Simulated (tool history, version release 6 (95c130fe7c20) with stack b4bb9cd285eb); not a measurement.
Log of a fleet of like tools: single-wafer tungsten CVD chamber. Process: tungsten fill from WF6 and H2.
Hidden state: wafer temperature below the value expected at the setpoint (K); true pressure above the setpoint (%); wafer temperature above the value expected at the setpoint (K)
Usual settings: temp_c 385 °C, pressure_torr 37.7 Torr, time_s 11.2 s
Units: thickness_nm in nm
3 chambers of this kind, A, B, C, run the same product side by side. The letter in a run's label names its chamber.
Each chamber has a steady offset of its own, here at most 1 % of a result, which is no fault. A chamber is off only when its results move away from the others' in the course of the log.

run	hour	temp_c	pressure_torr	time_s	hours since the last thermocouple change	hours since the last manometer calibration	read-back reference wafer on the same gauge, thickness_nm	thickness_nm
1A	7.2	385	37.7	11.2	142.9	1243.9	23.313	27.277
2B	17.3	385	37.7	11.2	1481.8	748.8	23.291	27.492
3C	25.2	385	37.7	11.2	641.9	1297.4	23.289	27.18
4A	33	385	37.7	11.2	168.7	1269.7	23.308	27.176
5B	44.5	385	37.7	11.2	1509	776	23.294	27.365
6C	53.5	385	37.7	11.2	670.2	1325.7	23.292	27.026
# hour 55.8: chamber A: capacitance manometer re-zeroed and calibrated
7B	63.3	385	37.7	11.2	1527.8	794.8	23.312	27.398
8C	75.7	385	37.7	11.2	692.4	1347.9	23.299	27.224
9A	87	385	37.7	11.2	222.7	31.2	23.304	27.263
10C	94.6	385	37.7	11.2	711.3	1366.8	23.297	26.975
11A	106.3	385	37.7	11.2	242	50.5	23.294	27.241
12B	118.6	385	37.7	11.2	1583.1	850.1	23.295	27.427
13A	126.7	385	44.1	11.2	262.4	70.9	23.31	29.442
14C	132.9	385	44.1	11.2	749.6	1405.1	23.29	28.747
15B	139.3	385	44.1	11.2	1603.8	870.8	23.323	29.514
16C	148	385	37.7	11.2	764.7	1420.2	23.268	26.92
17A	159	385	37.7	11.2	294.7	103.2	23.278	27.149
18B	165.9	380	37.7	11.2	1630.4	897.4	23.299	24.612
19B	175.9	380	37.7	11.2	1640.4	907.4	23.295	24.702
20A	186.2	380	37.7	11.2	321.9	130.4	23.307	24.561
21C	191.9	385	37.7	11.2	808.6	1464.1	23.3	27.015
22B	202.3	385	37.7	11.2	1666.8	933.8	23.285	27.325
23C	209.3	385	37.7	11.2	826	1481.5	23.288	26.711
24A	217	385	37.7	11.2	352.7	161.2	23.308	27.264
25A	226.6	385	37.7	11.2	362.3	170.8	23.319	27.227
26C	238.2	385	37.7	11.2	854.9	1510.4	23.296	26.752
27B	248.1	385	37.7	11.2	1712.6	979.6	23.287	27.546
28C	254.5	385	37.7	11.2	871.2	1526.7	23.302	26.731
29A	265.3	385	37.7	11.2	401	209.5	23.299	27.207
30B	274.9	385	37.7	11.2	1739.4	1006.4	23.289	27.406
31C	284.1	385	37.7	11.2	900.8	1556.3	23.307	26.537
32A	295.3	385	37.7	11.2	431	239.5	23.278	27.32
33B	305.5	385	37.7	11.2	1770	1037	23.302	27.304
34B	316.4	385	37.7	11.2	1780.9	1047.9	23.289	27.276
35C	326.6	385	37.7	11.2	943.3	1598.8	23.279	26.536
36A	332.3	385	37.7	11.2	468	276.5	23.303	27.12
37B	344.3	385	37.7	11.2	1808.8	1075.8	23.291	27.242
38A	350.5	385	37.7	11.2	486.2	294.7	23.322	27.253
39C	359.2	385	34.1	11.2	975.9	1631.4	23.29	25.19

Is one chamber off against the others, does the gauge drift, or is nothing wrong? If a chamber is off, say which, and what the likeliest cause is.

Chamber C drifts away from the others.
Cause: wafer temperature below the value expected at the setpoint (K) = 1.2.
The log may not tell that from: true pressure below the setpoint (%).

Here are 4 candidates for chamber C's next run, each the usual settings with a change, their results left as question marks. Which one brings its results back in line with what the others give on the usual settings?
In line means no further than this from the other chambers' mean on the usual settings: thickness_nm 0.3 nm
40C-1	368	383	37.3	11				?
40C-2	368	385	40.2	11.2				?
40C-3	368	387	38.1	11.4				?
40C-4	368	385	37.7	10.9				?

The other chambers' mean on the usual settings: thickness_nm 27.291 nm
run	thickness_nm
40C-1	24.81
40C-2	27.225
40C-3	28.123
40C-4	25.712
40C-2 brings the chamber back in line.
